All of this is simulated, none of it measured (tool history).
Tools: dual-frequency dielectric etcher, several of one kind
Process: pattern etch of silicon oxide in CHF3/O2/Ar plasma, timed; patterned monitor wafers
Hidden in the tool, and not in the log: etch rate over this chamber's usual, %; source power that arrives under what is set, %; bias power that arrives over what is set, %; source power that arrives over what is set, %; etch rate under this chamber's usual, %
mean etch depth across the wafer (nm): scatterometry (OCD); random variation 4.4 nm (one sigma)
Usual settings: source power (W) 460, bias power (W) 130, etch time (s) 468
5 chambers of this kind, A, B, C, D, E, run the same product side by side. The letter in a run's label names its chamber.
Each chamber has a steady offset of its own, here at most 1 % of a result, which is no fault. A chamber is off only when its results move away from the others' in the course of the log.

run   hour  source power (W)  bias power (W)  etch time (s)  hours since the last wet clean  hours since the last source power generator calibration  hours since the last bias power generator calibration  read-back reference wafer on the same gauge, depth_nm  mean etch depth across the wafer (nm)
 1B    3.3               460             130            468                           290.2                                                   4815.2                                                  309.1                                                 732.10                                 750.26
 2C    7.4               460             130            468                           233.3                                                   2680.7                                                 1297.5                                                 732.40                                 749.35
 3E    9.8               460             130            468                           116.6                                                    367.3                                                 1948.1                                                 732.42                                 754.77
 4A   14.2               460             130            468                            61.0                                                    324.1                                                 1228.6                                                 732.65                                 749.09
 5D   17.6               460             130            468                            83.0                                                     65.0                                                  426.2                                                 731.75                                 746.06
 6D   21.6               460             130            468                            87.0                                                     69.0                                                  430.2                                                 731.13                                 746.58
 7A   24.9               460             130            468                            71.7                                                    334.8                                                 1239.3                                                 730.98                                 752.09
 8B   28.7               460             130            468                           315.6                                                   4840.6                                                  334.5                                                 731.11                                 743.29
 9E   31.7               520             130            468                           138.5                                                    389.2                                                 1970.0                                                 731.77                                 794.58
10C   33.8               520             130            468                           259.7                                                   2707.1                                                 1323.9                                                 732.77                                 781.92
11C   37.4               520             130            468                           263.3                                                   2710.7                                                 1327.5                                                 732.15                                 776.44
12D   40.7               520             130            468                           106.1                                                     88.1                                                  449.3                                                 732.97                                 776.67
13A   44.6               520             130            468                            91.4                                                    354.5                                                 1259.0                                                 731.46                                 785.82
14B   48.6               460             130            468                           335.5                                                   4860.5                                                  354.4                                                 731.39                                 750.89
15E   51.8               460             130            468                           158.6                                                    409.3                                                 1990.1                                                 731.82                                 751.87
16A   54.5               460             146            468                           101.3                                                    364.4                                                 1268.9                                                 732.10                                 779.89
17E   56.6               460             146            468                           163.4                                                    414.1                                                 1994.9                                                 731.09                                 789.68
18D   58.8               460             146            468                           124.2                                                    106.2                                                  467.4                                                 731.98                                 771.36
19C   61.9               460             146            468                           287.8                                                   2735.2                                                 1352.0                                                 731.78                                 759.18
20B   65.2               460             146            468                           352.1                                                   4877.1                                                  371.0                                                 730.59                                 783.95
21E   68.2               460             130            468                           175.0                                                    425.7                                                 2006.5                                                 731.85                                 753.92
22A   72.1               510             130            468                           118.9                                                    382.0                                                 1286.5                                                 730.14                                 775.57
23D   74.4               510             130            468                           139.8                                                    121.8                                                  483.0                                                 731.87                                 771.87
24C   77.3               510             130            468                           303.2                                                   2750.6                                                 1367.4                                                 731.56                                 753.51
25B   80.8               510             130            468                           367.7                                                   4892.7                                                  386.6                                                 732.96                                 779.13
26E   83.8               510             130            468                           190.6                                                    441.3                                                 2022.1                                                 731.10                                 788.87
27D   87.1               460             130            468                           152.5                                                    134.5                                                  495.7                                                 730.87                                 745.70
28C   91.1               460             130            468                           317.0                                                   2764.4                                                 1381.2                                                 731.37                                 711.70
29B   94.6               460             130            468                           381.5                                                   4906.5                                                  400.4                                                 731.61                                 750.16
30A   96.7               460             130            468                           143.5                                                    406.6                                                 1311.1                                                 732.60                                 747.70
31B  100.3               460             130            468                           387.2                                                   4912.2                                                  406.1                                                 732.66                                 749.65

Next, every chamber runs the same settings. What will each give?
32A  103.7               460             130            468                                                                                                                                                                                                                                             ?
32B  103.7               460             130            468                                                                                                                                                                                                                                             ?
32C  103.7               460             130            468                                                                                                                                                                                                                                             ?
32D  103.7               460             130            468                                                                                                                                                                                                                                             ?
32E  103.7               460             130            468                                                                                                                                                                                                                                             ?

run  mean etch depth across the wafer (nm)
32A                                 749.00
32B                                 745.50
32C                                 707.34
32D                                 735.04
32E                                 753.65

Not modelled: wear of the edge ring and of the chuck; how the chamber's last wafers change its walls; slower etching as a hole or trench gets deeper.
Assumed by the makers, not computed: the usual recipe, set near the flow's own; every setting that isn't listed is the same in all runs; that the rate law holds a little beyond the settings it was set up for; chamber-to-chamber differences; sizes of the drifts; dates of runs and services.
